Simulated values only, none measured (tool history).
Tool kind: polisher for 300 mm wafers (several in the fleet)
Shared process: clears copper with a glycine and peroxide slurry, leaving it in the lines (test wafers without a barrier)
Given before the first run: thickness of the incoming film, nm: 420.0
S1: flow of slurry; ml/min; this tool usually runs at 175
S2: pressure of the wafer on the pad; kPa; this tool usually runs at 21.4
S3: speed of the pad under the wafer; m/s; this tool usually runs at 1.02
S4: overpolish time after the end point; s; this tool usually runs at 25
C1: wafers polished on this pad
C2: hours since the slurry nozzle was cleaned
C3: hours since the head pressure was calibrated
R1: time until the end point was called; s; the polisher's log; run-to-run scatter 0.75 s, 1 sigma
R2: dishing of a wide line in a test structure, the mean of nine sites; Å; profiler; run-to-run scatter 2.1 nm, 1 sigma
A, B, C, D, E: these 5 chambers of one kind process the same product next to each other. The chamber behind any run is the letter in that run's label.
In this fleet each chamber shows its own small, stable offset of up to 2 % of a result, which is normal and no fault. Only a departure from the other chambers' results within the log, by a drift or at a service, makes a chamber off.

Run 1E, day 0.212: usual settings; C1 137; C2 63.5; C3 268.2. Result: R1 58.187 s, R2 999.76 Å.
Run 2A, day 0.442: usual settings; C1 639; C2 41; C3 191.4. Result: R1 58.227 s, R2 992.09 Å.
Run 3C, day 0.592: usual settings; C1 101; C2 87.8; C3 672.2. Result: R1 58.652 s, R2 982 Å.
Run 4D, day 0.754: usual settings; C1 1031; C2 232.8; C3 19.7. Result: R1 58.005 s, R2 985.39 Å.
At day 1.038: chamber B: worn pad replaced by a new one.
Run 5B, day 1.042: usual settings; C1 0; C2 397.4; C3 217. Result: R1 58.644 s, R2 1002 Å.
Run 6D, day 1.246: usual settings; C1 1101; C2 244.6; C3 31.5. Result: R1 57.622 s, R2 1009.1 Å.
Run 7E, day 1.538: usual settings; C1 325; C2 95.3; C3 300. Result: R1 58.745 s, R2 992.42 Å.
Run 8B, day 1.733: usual settings; C1 99; C2 414; C3 233.6. Result: R1 56.911 s, R2 992.58 Å.
Run 9C, day 1.962: usual settings; C1 296; C2 120.7; C3 705.1. Result: R1 59.262 s, R2 987.94 Å.
Run 10A, day 2.283: usual settings; C1 902; C2 85.2; C3 235.6. Result: R1 57.967 s, R2 985.76 Å.
Run 11B, day 2.525: usual settings but S1 195 ml/min, S4 34 s; C1 211; C2 433; C3 252.6. Result: R1 58.202 s, R2 1214.2 Å.
At day 2.7: chamber D: worn pad replaced by a new one.
Run 12C, day 2.812: usual settings but S1 195 ml/min, S4 34 s; C1 417; C2 141.1; C3 725.5. Result: R1 58.429 s, R2 1225 Å.
Run 13E, day 3.108: usual settings but S1 195 ml/min, S4 34 s; C1 549; C2 133; C3 337.7. Result: R1 58.391 s, R2 1184.3 Å.
Run 14A, day 3.304: usual settings but S1 195 ml/min, S4 34 s; C1 1047; C2 109.7; C3 260.1. Result: R1 56.711 s, R2 1239.7 Å.
At day 3.404: chamber C: worn pad replaced by a new one.
Run 15D, day 3.579: usual settings but S1 195 ml/min, S4 34 s; C1 125; C2 300.6; C3 87.5. Result: R1 56.5 s, R2 1215.6 Å.
At day 3.608: chamber A: worn pad replaced by a new one.
Run 16C, day 3.779: usual settings; C1 53; C2 164.3; C3 748.7. Result: R1 58.497 s, R2 978.91 Å.
Run 17B, day 4.038: usual settings; C1 427; C2 469.3; C3 288.9. Result: R1 58.629 s, R2 986.8 Å.
Run 18D, day 4.317: usual settings; C1 230; C2 318.3; C3 105.2. Result: R1 56.331 s, R2 987.08 Å.
Run 19E, day 4.55: usual settings; C1 755; C2 167.6; C3 372.3. Result: R1 57.841 s, R2 950.12 Å.
Run 20A, day 4.871: usual settings; C1 180; C2 147.3; C3 297.7. Result: R1 57.332 s, R2 989.72 Å.
Run 21A, day 5.046: usual settings; C1 205; C2 151.5; C3 301.9. Result: R1 58.916 s, R2 960.68 Å.
Run 22B, day 5.279: usual settings; C1 604; C2 499.1; C3 318.7. Result: R1 58.877 s, R2 969.51 Å.
Run 23C, day 5.525: usual settings but S1 225 ml/min; C1 302; C2 206.2; C3 790.6. Result: R1 57.228 s, R2 1017.6 Å.
At day 5.779: chamber B: worn pad replaced by a new one.
Run 24D, day 5.838: usual settings but S1 225 ml/min; C1 447; C2 354.8; C3 141.7. Result: R1 56.168 s, R2 989.08 Å.
Run 25E, day 6.104: usual settings but S1 225 ml/min; C1 976; C2 204.9; C3 409.6. Result: R1 59.267 s, R2 984.89 Å.
At day 6.2: chamber E: slurry nozzle cleaned.
Run 26D, day 6.421: usual settings but S1 225 ml/min; C1 530; C2 368.8; C3 155.7. Result: R1 56.019 s, R2 1021.7 Å.
Run 27C, day 6.608: usual settings but S1 225 ml/min; C1 456; C2 232.2; C3 816.6. Result: R1 55.114 s, R2 991.18 Å.
Run 28B, day 6.925: usual settings; C1 163; C2 538.6; C3 358.2. Result: R1 57.889 s, R2 1008.5 Å.
Run 29E, day 7.246: usual settings; C1 1139; C2 25.2; C3 437. Result: R1 64.419 s, R2 947.15 Å.
Run 30A, day 7.433: usual settings but S3 0.68 m/s; C1 545; C2 208.8; C3 359.2. Result: R1 81.019 s, R2 803.01 Å.
Run 31C, day 7.762: usual settings but S3 0.68 m/s; C1 621; C2 259.9; C3 844.3. Result: R1 80.8 s, R2 772.49 Å.
Run 32B, day 7.992: usual settings but S3 0.68 m/s; C1 315; C2 564.2; C3 383.8. Result: R1 79.794 s, R2 822.45 Å.
At day 8.017: chamber C: worn pad replaced by a new one.
Run 33E, day 8.229: usual settings but S3 0.68 m/s; C1 1279; C2 48.8; C3 460.6. Result: R1 89.014 s, R2 739.33 Å.
Run 34A, day 8.412: usual settings but S3 0.68 m/s; C1 684; C2 232.3; C3 382.7. Result: R1 83.261 s, R2 772.46 Å.
At day 8.612: chamber B: slurry nozzle cleaned.
Run 35D, day 8.654: usual settings; C1 848; C2 422.4; C3 209.3. Result: R1 59.442 s, R2 979.63 Å.
Run 36C, day 8.979: usual settings; C1 137; C2 289.1; C3 873.5. Result: R1 58.31 s, R2 999.25 Å.
At day 9.021: chamber A: head pressure recalibrated.
Run 37A, day 9.304: usual settings; C1 811; C2 253.7; C3 6.8. Result: R1 57.59 s, R2 961.93 Å.
Run 38B, day 9.479: usual settings; C1 527; C2 20.8; C3 419.5. Result: R1 58.733 s, R2 1008.3 Å.
Run 39E, day 9.712: usual settings; C1 1490; C2 84.4; C3 496.2. Result: R1 66.069 s, R2 923.61 Å.
Run 40D, day 9.95: usual settings; C1 1032; C2 453.5; C3 240.4. Result: R1 56.28 s, R2 1029.6 Å.
Run 41E, day 10.246: usual settings; C1 1566; C2 97.2; C3 509. Result: R1 66.293 s, R2 867.63 Å.

What goes on in this fleet: one chamber off, a drifting gauge, or nothing beyond the chambers' own small offsets? Name the chamber and the cause, if any.

It is chamber E that slowly wanders off from its peers.
Most likely cause: removal rate lost through wear of the pad, % = 11.9.
The log might look much the same if the cause were instead: head's pressure below its setpoint, %.

Which of the 4 candidates below, each the usual settings with something changed and its results left as question marks, puts chamber E back in line with what the other chambers give on the usual settings?
In line here means within this much of the mean the other chambers give on the usual settings: R1 2.6 s; R2 74 Å
Run 42E-1, day 10.479: usual settings but S2 22.8 kPa, S3 1.08 m/s. Result: R1 ?, R2 ?.
Run 42E-2, day 10.479: usual settings but S2 22.1 kPa, S3 1.04 m/s. Result: R1 ?, R2 ?.
Run 42E-3, day 10.479: usual settings but S2 20.7 kPa, S3 1 m/s. Result: R1 ?, R2 ?.
Run 42E-4, day 10.479: usual settings but S2 20 kPa, S3 0.96 m/s. Result: R1 ?, R2 ?.

Mean of the other chambers on the usual settings: R1 58.339 s; R2 990.6 Å
  run      R1      R2
42E-1   59.79  964.93
42E-2  63.389  928.04
42E-3  69.209  872.39
42E-4  73.638  835.25
42E-1 is the one that brings the chamber's results back in line with the other chambers.
